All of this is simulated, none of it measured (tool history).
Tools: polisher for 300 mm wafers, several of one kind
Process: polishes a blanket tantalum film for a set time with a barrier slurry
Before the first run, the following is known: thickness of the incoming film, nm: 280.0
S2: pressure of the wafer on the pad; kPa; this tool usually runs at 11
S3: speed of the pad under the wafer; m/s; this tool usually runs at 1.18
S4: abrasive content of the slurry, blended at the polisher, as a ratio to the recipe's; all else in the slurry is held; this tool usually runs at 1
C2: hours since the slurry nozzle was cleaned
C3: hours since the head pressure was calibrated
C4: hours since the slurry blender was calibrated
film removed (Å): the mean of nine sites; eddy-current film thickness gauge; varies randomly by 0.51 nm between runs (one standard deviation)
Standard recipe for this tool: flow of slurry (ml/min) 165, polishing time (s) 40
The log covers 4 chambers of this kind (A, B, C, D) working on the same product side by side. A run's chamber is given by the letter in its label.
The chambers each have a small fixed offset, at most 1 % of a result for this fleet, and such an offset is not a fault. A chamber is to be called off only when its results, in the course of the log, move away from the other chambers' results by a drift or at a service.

{"hour": 0.6, "done": "chamber C: slurry nozzle cleaned"}
{"run": "1B", "hour": 13.0, "flow of slurry (ml/min)": 165, "S2": 11, "S3": 1.18, "S4": 1, "polishing time (s)": 40, "wafers polished on this pad": 932, "C2": 109.5, "C3": 559.5, "C4": 310.1, "film removed (Å)": 578.78}
{"hour": 18.6, "done": "chamber D: worn pad replaced by a new one"}
{"run": "2D", "hour": 23.9, "flow of slurry (ml/min)": 165, "S2": 11, "S3": 1.18, "S4": 1, "polishing time (s)": 40, "wafers polished on this pad": 53, "C2": 98.5, "C3": 154.2, "C4": 141.4, "film removed (Å)": 579.53}
{"run": "3C", "hour": 31.2, "flow of slurry (ml/min)": 165, "S2": 11, "S3": 1.18, "S4": 1, "polishing time (s)": 40, "wafers polished on this pad": 1035, "C2": 30.7, "C3": 1450.7, "C4": 165.2, "film removed (Å)": 578.37}
{"hour": 37.3, "done": "chamber C: slurry blender recalibrated"}
{"hour": 41.1, "done": "chamber C: head pressure recalibrated"}
{"run": "4A", "hour": 41.5, "flow of slurry (ml/min)": 165, "S2": 11, "S3": 1.18, "S4": 1, "polishing time (s)": 40, "wafers polished on this pad": 894, "C2": 101, "C3": 844.6, "C4": 94.5, "film removed (Å)": 571.04}
{"hour": 49.4, "done": "chamber B: worn pad replaced by a new one"}
{"hour": 53.9, "done": "chamber A: slurry blender recalibrated"}
{"run": "5B", "hour": 55.6, "flow of slurry (ml/min)": 165, "S2": 11, "S3": 1.18, "S4": 1, "polishing time (s)": 40, "wafers polished on this pad": 62, "C2": 152.1, "C3": 602.1, "C4": 352.7, "film removed (Å)": 575.49}
{"hour": 59.1, "done": "chamber A: worn pad replaced by a new one"}
{"run": "6C", "hour": 67.8, "flow of slurry (ml/min)": 165, "S2": 11, "S3": 1.18, "S4": 1, "polishing time (s)": 40, "wafers polished on this pad": 1400, "C2": 67.3, "C3": 26.7, "C4": 30.5, "film removed (Å)": 579.67}
{"hour": 68.8, "done": "chamber C: worn pad replaced by a new one"}
{"hour": 81.2, "done": "chamber D: worn pad replaced by a new one"}
{"run": "7D", "hour": 82.5, "flow of slurry (ml/min)": 165, "S2": 11, "S3": 1.18, "S4": 1, "polishing time (s)": 40, "wafers polished on this pad": 13, "C2": 157.1, "C3": 212.8, "C4": 200, "film removed (Å)": 590.24}
{"run": "8A", "hour": 93.4, "flow of slurry (ml/min)": 165, "S2": 11, "S3": 1.18, "S4": 1, "polishing time (s)": 40, "wafers polished on this pad": 342, "C2": 152.9, "C3": 896.5, "C4": 39.5, "film removed (Å)": 582.95}
{"run": "9B", "hour": 101.8, "flow of slurry (ml/min)": 165, "S2": 11, "S3": 1.06, "S4": 1, "polishing time (s)": 40, "wafers polished on this pad": 523, "C2": 198.3, "C3": 648.3, "C4": 398.9, "film removed (Å)": 516.92}
{"run": "10C", "hour": 114.6, "flow of slurry (ml/min)": 165, "S2": 11, "S3": 1.06, "S4": 1, "polishing time (s)": 40, "wafers polished on this pad": 457, "C2": 114.1, "C3": 73.5, "C4": 77.3, "film removed (Å)": 520.56}
{"run": "11D", "hour": 125.4, "flow of slurry (ml/min)": 165, "S2": 11, "S3": 1.06, "S4": 1, "polishing time (s)": 40, "wafers polished on this pad": 441, "C2": 200, "C3": 255.7, "C4": 242.9, "film removed (Å)": 519.74}
{"hour": 131.8, "done": "chamber A: slurry nozzle cleaned"}
{"hour": 133.3, "done": "chamber D: worn pad replaced by a new one"}
{"run": "12A", "hour": 139.7, "flow of slurry (ml/min)": 165, "S2": 11, "S3": 1.06, "S4": 1, "polishing time (s)": 40, "wafers polished on this pad": 804, "C2": 7.9, "C3": 942.8, "C4": 85.8, "film removed (Å)": 517.58}
{"hour": 140.8, "done": "chamber D: slurry nozzle cleaned"}
{"hour": 144.4, "done": "chamber B: slurry blender recalibrated"}
{"run": "13C", "hour": 148.9, "flow of slurry (ml/min)": 165, "S2": 11, "S3": 1.18, "S4": 1, "polishing time (s)": 40, "wafers polished on this pad": 799, "C2": 148.4, "C3": 107.8, "C4": 111.6, "film removed (Å)": 568.89}
{"hour": 155.0, "done": "chamber A: worn pad replaced by a new one"}
{"run": "14B", "hour": 159.8, "flow of slurry (ml/min)": 165, "S2": 11, "S3": 1.18, "S4": 1, "polishing time (s)": 40, "wafers polished on this pad": 1102, "C2": 256.3, "C3": 706.3, "C4": 15.5, "film removed (Å)": 573.47}
{"hour": 172.9, "done": "chamber B: worn pad replaced by a new one"}
{"run": "15D", "hour": 174.0, "flow of slurry (ml/min)": 205, "S2": 11, "S3": 1.18, "S4": 1, "polishing time (s)": 40, "wafers polished on this pad": 407, "C2": 33.2, "C3": 304.3, "C4": 291.5, "film removed (Å)": 595.41}
{"run": "16A", "hour": 181.6, "flow of slurry (ml/min)": 205, "S2": 11, "S3": 1.18, "S4": 1, "polishing time (s)": 40, "wafers polished on this pad": 266, "C2": 49.8, "C3": 984.7, "C4": 127.7, "film removed (Å)": 596.85}
{"hour": 184.3, "done": "chamber A: slurry blender recalibrated"}
{"hour": 187.4, "done": "chamber D: worn pad replaced by a new one"}
{"run": "17B", "hour": 193.3, "flow of slurry (ml/min)": 205, "S2": 11, "S3": 1.18, "S4": 1, "polishing time (s)": 40, "wafers polished on this pad": 204, "C2": 289.8, "C3": 739.8, "C4": 49, "film removed (Å)": 587.18}
{"hour": 194.6, "done": "chamber C: worn pad replaced by a new one"}
{"run": "18D", "hour": 200.5, "flow of slurry (ml/min)": 205, "S2": 11, "S3": 1.18, "S4": 1, "polishing time (s)": 40, "wafers polished on this pad": 131, "C2": 59.7, "C3": 330.8, "C4": 318, "film removed (Å)": 602.08}
{"hour": 205.2, "done": "chamber C: slurry blender recalibrated"}
{"run": "19C", "hour": 211.0, "flow of slurry (ml/min)": 165, "S2": 11, "S3": 1.18, "S4": 1, "polishing time (s)": 40, "wafers polished on this pad": 164, "C2": 210.5, "C3": 169.9, "C4": 5.8, "film removed (Å)": 577.45}
{"run": "20A", "hour": 226.2, "flow of slurry (ml/min)": 165, "S2": 11, "S3": 1.18, "S4": 1, "polishing time (s)": 40, "wafers polished on this pad": 711, "C2": 94.4, "C3": 1029.3, "C4": 41.9, "film removed (Å)": 577.13}
{"run": "21B", "hour": 239.1, "flow of slurry (ml/min)": 165, "S2": 11, "S3": 1.18, "S4": 1, "polishing time (s)": 40, "wafers polished on this pad": 661, "C2": 335.6, "C3": 785.6, "C4": 94.8, "film removed (Å)": 571.36}
{"hour": 241.5, "done": "chamber A: worn pad replaced by a new one"}
{"hour": 246.4, "done": "chamber D: worn pad replaced by a new one"}
{"run": "22D", "hour": 254.1, "flow of slurry (ml/min)": 165, "S2": 11, "S3": 1.18, "S4": 1, "polishing time (s)": 40, "wafers polished on this pad": 76, "C2": 113.3, "C3": 384.4, "C4": 371.6, "film removed (Å)": 580.51}
{"hour": 255.3, "done": "chamber C: slurry nozzle cleaned"}
{"run": "23C", "hour": 262.8, "flow of slurry (ml/min)": 165, "S2": 11, "S3": 1.18, "S4": 1, "polishing time (s)": 40, "wafers polished on this pad": 681, "C2": 7.5, "C3": 221.7, "C4": 57.6, "film removed (Å)": 581.87}
{"run": "24A", "hour": 272.4, "flow of slurry (ml/min)": 165, "S2": 11, "S3": 1.18, "S4": 1, "polishing time (s)": 40, "wafers polished on this pad": 308, "C2": 140.6, "C3": 1075.5, "C4": 88.1, "film removed (Å)": 578.39}

What goes on in this fleet: one chamber off, a drifting gauge, or nothing beyond the chambers' own small offsets? Name the chamber and the cause, if any.

No chamber stands off beyond its own small offset, and the gauge holds steady.
